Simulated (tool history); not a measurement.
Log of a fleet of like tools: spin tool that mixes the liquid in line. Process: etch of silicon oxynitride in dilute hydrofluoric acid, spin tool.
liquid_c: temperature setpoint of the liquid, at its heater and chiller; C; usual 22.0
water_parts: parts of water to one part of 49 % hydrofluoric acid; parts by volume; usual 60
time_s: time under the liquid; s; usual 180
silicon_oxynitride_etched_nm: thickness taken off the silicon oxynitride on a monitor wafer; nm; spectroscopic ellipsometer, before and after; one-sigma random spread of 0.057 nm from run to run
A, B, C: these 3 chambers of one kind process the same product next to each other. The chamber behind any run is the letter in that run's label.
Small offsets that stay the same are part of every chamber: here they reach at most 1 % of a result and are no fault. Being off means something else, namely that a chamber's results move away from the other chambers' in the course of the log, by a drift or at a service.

run	hour	liquid_c	water_parts	time_s	read-back film thickness of the silicon oxynitride reference wafer, read on the same gauge (nm)	silicon_oxynitride_etched_nm
1B	14.5	22.0	60	180	100.010	8.6415
2C	21.7	22.0	60	180	99.971	8.6799
3A	31.5	22.0	60	180	100.000	8.7240
4A	42.1	22.0	60	180	99.948	8.7607
5B	53.9	22.0	60	180	99.985	8.7034
6C	67.3	22.0	60	180	100.030	8.8247
7C	80.3	22.0	60	180	99.957	8.7748
8A	92.8	22.0	60	180	100.090	8.5839
9B	99.4	22.0	60	180	100.080	8.7255
10B	114.3	22.0	60	180	100.040	8.7821
11A	121.0	22.0	60	180	99.980	8.5657
12C	129.2	22.0	60	180	99.912	8.6241
13B	138.2	22.0	60	180	100.010	8.6678
14A	145.6	22.0	40	95	100.000	6.9142
15C	158.3	22.0	40	95	99.929	7.0237
16A	164.8	22.0	40	95	100.040	6.9160
17B	171.6	22.0	60	180	100.020	8.7396
18C	182.8	22.0	60	180	100.040	8.7734
19B	192.2	22.0	60	180	100.010	8.8214
20C	204.1	22.0	60	180	100.010	8.7412
21A	212.4	26.5	60	180	100.040	10.7540
22C	226.3	26.5	60	180	100.050	10.8000
23B	236.5	26.5	60	180	100.010	10.9990
24A	249.5	22.0	60	180	99.953	8.6525
25B	259.3	22.0	60	180	99.992	8.9668
26A	271.5	22.0	60	180	99.947	8.6101
27C	285.5	22.0	60	180	100.040	8.7292
28C	297.4	17.5	60	240	100.020	9.2118
29B	305.8	17.5	60	240	99.957	9.5106
30A	313.7	17.5	60	240	99.954	9.2530
31A	324.3	22.0	60	180	100.030	8.5718
32C	337.9	22.0	60	180	100.030	8.6963
33B	351.5	22.0	60	180	100.050	9.1006
34B	366.3	22.0	60	180	100.010	9.1126
# hour 374.4: chamber C: hydrofluoric acid flow meter replaced
35A	379.7	22.0	60	180	100.060	8.6052
36C	393.4	22.0	60	180	99.989	8.6687
37B	402.3	22.0	60	180	99.954	9.2212
38C	417.0	22.0	60	180	99.977	8.6746
39A	426.0	22.0	60	180	99.954	8.7206
40C	434.7	22.0	60	180	100.010	8.6912
41A	447.0	22.0	60	180	100.010	8.6159
42B	458.9	22.0	60	180	99.983	9.1575

All chambers now run identical settings, listed one chamber a line with results as question marks. What results will each chamber show?
43A	469.7	22.0	60	180		?
43B	469.7	22.0	60	180		?
43C	469.7	22.0	60	180		?

run	silicon_oxynitride_etched_nm
43A	8.6481
43B	9.1477
43C	8.7234

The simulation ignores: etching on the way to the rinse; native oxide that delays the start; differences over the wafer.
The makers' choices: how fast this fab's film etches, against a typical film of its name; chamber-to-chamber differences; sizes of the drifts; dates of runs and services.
